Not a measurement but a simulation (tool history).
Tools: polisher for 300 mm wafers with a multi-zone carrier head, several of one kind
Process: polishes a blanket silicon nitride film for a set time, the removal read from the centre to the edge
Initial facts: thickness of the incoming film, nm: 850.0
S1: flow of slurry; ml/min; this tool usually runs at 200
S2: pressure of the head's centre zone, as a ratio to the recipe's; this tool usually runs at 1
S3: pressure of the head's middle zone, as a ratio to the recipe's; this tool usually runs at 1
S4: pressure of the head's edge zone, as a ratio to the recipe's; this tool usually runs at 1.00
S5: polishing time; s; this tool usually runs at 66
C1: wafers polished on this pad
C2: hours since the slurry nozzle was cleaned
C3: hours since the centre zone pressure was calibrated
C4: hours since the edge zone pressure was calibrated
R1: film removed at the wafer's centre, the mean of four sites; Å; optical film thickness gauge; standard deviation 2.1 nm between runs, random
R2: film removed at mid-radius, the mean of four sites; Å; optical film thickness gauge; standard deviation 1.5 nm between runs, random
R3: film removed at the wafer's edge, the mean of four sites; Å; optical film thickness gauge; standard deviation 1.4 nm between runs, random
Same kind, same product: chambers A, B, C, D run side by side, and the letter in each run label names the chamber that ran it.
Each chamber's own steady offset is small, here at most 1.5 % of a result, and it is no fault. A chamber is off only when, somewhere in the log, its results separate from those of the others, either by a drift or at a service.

run	hour	S1	S2	S3	S4	S5	C1	C2	C3	C4	R1	R2	R3
1B	3.0	200	1	1	1.00	66	620	467.3	12.1	90.2	2289.7	2268.3	2286.9
2D	8.4	200	1	1	1.00	66	627	207.4	768.7	50.0	2236.7	2294.1	2296.8
3C	13.4	200	1	1	1.00	66	275	58.8	814.0	452.0	2288.8	2283.2	2292.3
4A	16.8	200	1	1	1.00	66	678	254.2	84.2	153.0	2254.6	2276.3	2272.1
5D	22.0	200	1	1	1.00	66	744	221.0	782.3	63.6	2243.9	2267.7	2314.8
6A	25.0	200	1	1	1.00	66	748	262.4	92.4	161.2	2271.1	2263.2	2268.1
7C	27.8	200	1	1	1.00	66	398	73.2	828.4	466.4	2253.1	2297.8	2324.1
# hour 30.0: chamber C: centre zone pressure recalibrated
8B	32.1	200	1	1	1.00	66	869	496.4	41.2	119.3	2293.1	2289.3	2299.1
9D	34.8	200	1	1	1.00	66	853	233.8	795.1	76.4	2251.6	2257.8	2308.2
10B	37.4	200	1	1	1.00	66	915	501.7	46.5	124.6	2254.8	2296.8	2295.5
11A	39.8	200	1	1	1.00	66	875	277.2	107.2	176.0	2233.5	2241.9	2266.0
12C	44.7	200	1	1	1.00	66	543	90.1	14.8	483.3	2288.8	2279.5	2310.4
13B	49.6	235	1	1	1.00	57	1019	513.9	58.7	136.8	2001.8	1971.8	1986.6
14A	54.4	235	1	1	1.00	57	1000	291.8	121.8	190.6	1925.8	1961.3	1980.2
# hour 56.2: chamber B: worn pad replaced by a new one
15D	58.7	235	1	1	1.00	57	1058	257.7	819.0	100.3	1997.2	2015.0	2018.2
16C	62.8	235	1	1	1.00	57	698	108.2	32.9	501.4	2034.1	1999.9	2044.6
# hour 64.1: chamber D: worn pad replaced by a new one
17C	68.3	200	1	1	1.00	66	745	113.7	38.4	506.9	2310.0	2293.6	2296.7
18A	71.2	200	1	1	1.00	66	1144	308.6	138.6	207.4	2172.4	2175.5	2200.9
19B	75.6	200	1	1	1.00	66	166	539.9	84.7	162.8	2295.3	2270.1	2280.9
20D	78.6	200	1	1	1.00	66	124	277.6	838.9	120.2	2248.8	2285.4	2317.6
21B	83.8	200	1	1	1.00	66	236	548.1	92.9	171.0	2302.2	2280.7	2243.1
22A	89.0	200	1	1	1.00	66	1296	326.4	156.4	225.2	2152.3	2163.6	2177.7
23C	93.6	200	1	1	1.00	66	961	139.0	63.7	532.2	2281.4	2269.1	2296.3
24D	98.8	200	1	1	1.00	66	297	297.8	859.1	140.4	2310.9	2281.9	2314.1
25A	102.7	200	1	1	1.00	66	1413	340.1	170.1	238.9	2138.3	2156.3	2170.7
26D	107.8	200	1	1	1.00	66	374	306.8	868.1	149.4	2252.4	2280.5	2339.0
27B	112.6	200	1	1	1.00	66	483	576.9	121.7	199.8	2264.2	2246.5	2269.1
28C	117.0	200	1	1	1.00	66	1161	162.4	87.1	555.6	2316.8	2258.4	2307.9
29B	120.5	200	1	1	1.00	66	550	584.8	129.6	207.7	2296.8	2285.2	2266.2
# hour 121.2: chamber C: worn pad replaced by a new one
30D	123.5	200	1	1	1.00	66	508	322.5	883.8	165.1	2260.6	2291.9	2336.3
31C	126.8	200	1	1	1.00	66	48	172.2	96.9	565.4	2325.8	2282.5	2305.6
32A	131.9	200	1	1	1.00	66	1663	369.3	199.3	268.1	2083.4	2108.6	2122.4
33B	137.4	200	1	1	1.00	66	695	601.7	146.5	224.6	2282.8	2262.9	2278.8
34A	142.5	200	1	1	1.00	66	1754	379.9	209.9	278.7	2078.7	2102.9	2114.4
35D	145.4	200	1	1	1.00	66	695	344.4	905.7	187.0	2234.4	2278.3	2360.2

Each of the 4 chambers runs these same settings next. Fill in every chamber's results:
36A	149.4	200	1	1	1.11	66					?	?	?
36B	149.4	200	1	1	1.11	66					?	?	?
36C	149.4	200	1	1	1.11	66					?	?	?
36D	149.4	200	1	1	1.11	66					?	?	?

run	R1	R2	R3
36A	2082.3	2120.5	2222.1
36B	2278.4	2246.7	2431.8
36C	2261.7	2274.0	2479.6
36D	2289.5	2279.9	2434.6

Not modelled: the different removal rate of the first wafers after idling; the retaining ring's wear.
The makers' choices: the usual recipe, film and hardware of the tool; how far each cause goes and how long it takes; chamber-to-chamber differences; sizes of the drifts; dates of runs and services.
